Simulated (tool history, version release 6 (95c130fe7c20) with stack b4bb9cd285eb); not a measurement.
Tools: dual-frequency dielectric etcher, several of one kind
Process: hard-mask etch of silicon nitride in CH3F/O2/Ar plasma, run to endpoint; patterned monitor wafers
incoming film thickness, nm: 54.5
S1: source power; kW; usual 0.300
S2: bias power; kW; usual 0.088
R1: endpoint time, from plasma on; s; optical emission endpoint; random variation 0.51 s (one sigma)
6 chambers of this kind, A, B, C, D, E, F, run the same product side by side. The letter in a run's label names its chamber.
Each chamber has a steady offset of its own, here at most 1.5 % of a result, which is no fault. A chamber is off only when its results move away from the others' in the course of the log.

| run | day | S1 | S2 | R1 |
|---|---|---|---|---|
| 1E | 0.283 | 0.300 | 0.088 | 81.804 |
| 2D | 0.554 | 0.300 | 0.088 | 80.663 |
| 3C | 0.767 | 0.300 | 0.088 | 82.991 |
| 4F | 1.029 | 0.300 | 0.088 | 80.775 |
| 5A | 1.183 | 0.300 | 0.088 | 82.749 |
| 6B | 1.358 | 0.300 | 0.088 | 81.539 |
| 7D | 1.533 | 0.300 | 0.088 | 81.050 |
|  | 1.712 | chamber F: source power generator calibrated |
| 8C | 1.804 | 0.300 | 0.088 | 82.405 |
| 9F | 2.029 | 0.240 | 0.088 | 89.192 |
| 10B | 2.333 | 0.240 | 0.088 | 87.950 |
| 11E | 2.583 | 0.240 | 0.088 | 89.058 |
|  | 2.833 | chamber F: wet clean of the chamber |
| 12A | 2.838 | 0.240 | 0.088 | 89.425 |
| 13B | 3.096 | 0.240 | 0.088 | 90.532 |
| 14C | 3.292 | 0.240 | 0.088 | 88.985 |
| 15D | 3.521 | 0.260 | 0.068 | 94.278 |
| 16A | 3.746 | 0.260 | 0.068 | 94.160 |
| 17E | 4.033 | 0.260 | 0.068 | 94.830 |
| 18F | 4.288 | 0.260 | 0.068 | 94.821 |
| 19A | 4.512 | 0.260 | 0.068 | 94.430 |
| 20D | 4.779 | 0.260 | 0.068 | 94.012 |
| 21F | 4.979 | 0.300 | 0.088 | 81.422 |
| 22B | 5.242 | 0.300 | 0.088 | 83.047 |
|  | 5.258 | chamber A: wet clean of the chamber |
| 23E | 5.408 | 0.300 | 0.088 | 81.743 |
| 24C | 5.558 | 0.300 | 0.088 | 81.705 |
| 25F | 5.779 | 0.300 | 0.088 | 81.824 |
| 26D | 5.925 | 0.300 | 0.088 | 81.301 |
| 27C | 6.154 | 0.300 | 0.088 | 81.903 |
| 28E | 6.429 | 0.300 | 0.088 | 80.960 |
| 29A | 6.671 | 0.300 | 0.088 | 82.193 |
| 30B | 6.850 | 0.300 | 0.088 | 84.036 |
| 31D | 6.996 | 0.300 | 0.088 | 80.044 |
| 32C | 7.221 | 0.300 | 0.088 | 83.084 |
| 33B | 7.462 | 0.300 | 0.088 | 84.611 |
| 34F | 7.729 | 0.300 | 0.088 | 81.344 |
| 35A | 7.883 | 0.380 | 0.069 | 82.397 |
| 36E | 8.029 | 0.380 | 0.069 | 81.925 |
| 37E | 8.258 | 0.380 | 0.069 | 81.619 |
| 38F | 8.475 | 0.380 | 0.069 | 82.108 |
| 39D | 8.633 | 0.380 | 0.069 | 80.284 |
| 40B | 8.854 | 0.380 | 0.069 | 85.678 |
| 41C | 9.167 | 0.240 | 0.069 | 97.813 |
| 42A | 9.400 | 0.240 | 0.069 | 96.226 |

What goes on in this fleet: one chamber off, a drifting gauge, or nothing beyond the chambers' own small offsets? Name the chamber and the cause, if any.

Chamber B drifts away from the others.
Cause: etch rate under this chamber's usual, % = 5.21.

Here are 4 candidates for chamber B's next run, each the usual settings with a change, their results left as question marks. Which one brings its results back in line with what the others give on the usual settings?
In line means no further than this from the other chambers' mean on the usual settings: R1 1.800 s
| 43B-1 | 9.621 | 0.260 | 0.088 | ? |
| 43B-2 | 9.621 | 0.340 | 0.088 | ? |
| 43B-3 | 9.621 | 0.300 | 0.091 | ? |
| 43B-4 | 9.621 | 0.290 | 0.088 | ? |

The other chambers' mean on the usual settings: R1 81.775 s
| run | R1 |
|---|---|
| 43B-1 | 90.978 |
| 43B-2 | 82.353 |
| 43B-3 | 85.216 |
| 43B-4 | 87.370 |
43B-2 brings the chamber back in line.
